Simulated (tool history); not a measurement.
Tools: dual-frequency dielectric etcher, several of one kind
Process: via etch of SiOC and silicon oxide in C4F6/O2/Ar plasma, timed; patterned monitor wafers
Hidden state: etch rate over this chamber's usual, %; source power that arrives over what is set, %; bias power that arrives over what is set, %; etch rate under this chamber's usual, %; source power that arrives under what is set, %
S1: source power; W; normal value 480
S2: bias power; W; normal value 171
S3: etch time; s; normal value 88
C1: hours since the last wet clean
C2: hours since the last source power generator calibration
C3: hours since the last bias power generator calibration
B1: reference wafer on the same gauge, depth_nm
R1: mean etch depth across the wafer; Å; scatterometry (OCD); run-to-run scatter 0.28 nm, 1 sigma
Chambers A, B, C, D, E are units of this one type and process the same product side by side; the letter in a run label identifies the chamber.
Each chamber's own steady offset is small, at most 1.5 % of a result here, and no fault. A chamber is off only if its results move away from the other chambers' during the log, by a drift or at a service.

run 1B hour=6.8 | S1=480 S2=171 S3=88 | C1=62.1 C2=1869.3 C3=336.5 | B1=120.92 | R1=1054
run 2D hour=16.7 | S1=480 S2=171 S3=88 | C1=104.2 C2=1260.8 C3=1568.9 | B1=121.01 | R1=1047.6
run 3A hour=26.9 | S1=480 S2=171 S3=88 | C1=167.8 C2=3461.2 C3=2718.6 | B1=121.04 | R1=1071
run 4C hour=34.8 | S1=480 S2=171 S3=88 | C1=464.9 C2=1739.8 C3=3598 | B1=120.98 | R1=1060.1
run 5E hour=41.6 | S1=480 S2=171 S3=88 | C1=411.4 C2=151.9 C3=157.2 | B1=121.05 | R1=1049.4
run 6A hour=50.7 | S1=480 S2=171 S3=88 | C1=191.6 C2=3485 C3=2742.4 | B1=121.04 | R1=1059
run 7E hour=56.3 | S1=480 S2=171 S3=88 | C1=426.1 C2=166.6 C3=171.9 | B1=120.93 | R1=1051.6
run 8D hour=65.6 | S1=480 S2=171 S3=88 | C1=153.1 C2=1309.7 C3=1617.8 | B1=121.01 | R1=1053.9
run 9B hour=75.2 | S1=480 S2=171 S3=88 | C1=130.5 C2=1937.7 C3=404.9 | B1=121 | R1=1050.4
-- hour=79.1 chamber C: wet clean of the chamber
run 10C hour=80.9 | S1=480 S2=171 S3=88 | C1=1.9 C2=1785.9 C3=3644.1 | B1=121.05 | R1=1034.1
-- hour=85 chamber C: source power generator calibrated
run 11C hour=88.7 | S1=480 S2=171 S3=88 | C1=9.7 C2=3.8 C3=3651.9 | B1=121.03 | R1=1035.3
run 12A hour=98.2 | S1=480 S2=171 S3=88 | C1=239.1 C2=3532.5 C3=2789.9 | B1=120.98 | R1=1063.4
run 13D hour=106.5 | S1=480 S2=171 S3=88 | C1=194 C2=1350.6 C3=1658.7 | B1=120.94 | R1=1048.3
run 14E hour=111.7 | S1=480 S2=171 S3=88 | C1=481.5 C2=222 C3=227.3 | B1=121.04 | R1=1046.6
run 15B hour=121 | S1=480 S2=171 S3=88 | C1=176.3 C2=1983.5 C3=450.7 | B1=120.94 | R1=1054.8
run 16B hour=130.2 | S1=480 S2=171 S3=88 | C1=185.5 C2=1992.7 C3=459.9 | B1=121 | R1=1059
run 17E hour=137.7 | S1=480 S2=171 S3=88 | C1=507.5 C2=248 C3=253.3 | B1=120.96 | R1=1047
run 18C hour=145.5 | S1=410 S2=213 S3=88 | C1=66.5 C2=60.6 C3=3708.7 | B1=120.97 | R1=1037.7
run 19D hour=157.2 | S1=410 S2=213 S3=88 | C1=244.7 C2=1401.3 C3=1709.4 | B1=120.89 | R1=1056.8
run 20A hour=164.7 | S1=410 S2=213 S3=88 | C1=305.6 C2=3599 C3=2856.4 | B1=121 | R1=1072.1
run 21C hour=172.1 | S1=410 S2=213 S3=88 | C1=93.1 C2=87.2 C3=3735.3 | B1=121.06 | R1=1042.6
run 22D hour=182.8 | S1=410 S2=213 S3=88 | C1=270.3 C2=1426.9 C3=1735 | B1=121 | R1=1060
run 23B hour=188.5 | S1=570 S2=171 S3=88 | C1=243.8 C2=2051 C3=518.2 | B1=121.03 | R1=1128.1
run 24A hour=200.1 | S1=570 S2=171 S3=88 | C1=341 C2=3634.4 C3=2891.8 | B1=120.97 | R1=1138.2
run 25E hour=205.2 | S1=570 S2=171 S3=88 | C1=575 C2=315.5 C3=320.8 | B1=121.06 | R1=1127.5
run 26B hour=210.7 | S1=570 S2=171 S3=88 | C1=266 C2=2073.2 C3=540.4 | B1=121.06 | R1=1130.8
run 27A hour=219.4 | S1=570 S2=171 S3=88 | C1=360.3 C2=3653.7 C3=2911.1 | B1=121.03 | R1=1140.3
run 28C hour=229.7 | S1=480 S2=171 S3=88 | C1=150.7 C2=144.8 C3=3792.9 | B1=120.93 | R1=1035.7
run 29D hour=237.2 | S1=480 S2=171 S3=88 | C1=324.7 C2=1481.3 C3=1789.4 | B1=121.01 | R1=1051.4
run 30E hour=245.5 | S1=480 S2=171 S3=88 | C1=615.3 C2=355.8 C3=361.1 | B1=121.02 | R1=1043.9

Has any chamber moved away from the others, gradually or after a service, or does the common gauge drift, or do the chambers differ only by their own small steady offsets? State the chamber and the most likely cause if one applies.

The work done on chamber C during a service left it standing apart from the others.
Cause: etch rate under this chamber's usual, % = 2.69.

Here are 4 candidates for chamber C's next run, each the usual settings with a change, their results left as question marks. Which one brings its results back in line with what the others give on the usual settings?
In line means no further than this from the other chambers' mean on the usual settings: R1 9.9 Å
run 31C-1 hour=254 | S1=510 S2=171 S3=88 | R1=?
run 31C-2 hour=254 | S1=480 S2=160 S3=88 | R1=?
run 31C-3 hour=254 | S1=480 S2=172 S3=91.5 | R1=?
run 31C-4 hour=254 | S1=450 S2=162 S3=88 | R1=?

Average result of the remaining chambers running the usual settings: R1 1054.1 Å
run=31C-1 R1=1057.4
run=31C-2 R1=1011.2
run=31C-3 R1=1075.7
run=31C-4 R1=989.85
31C-1 is the one that brings the chamber's results back in line with the other chambers.
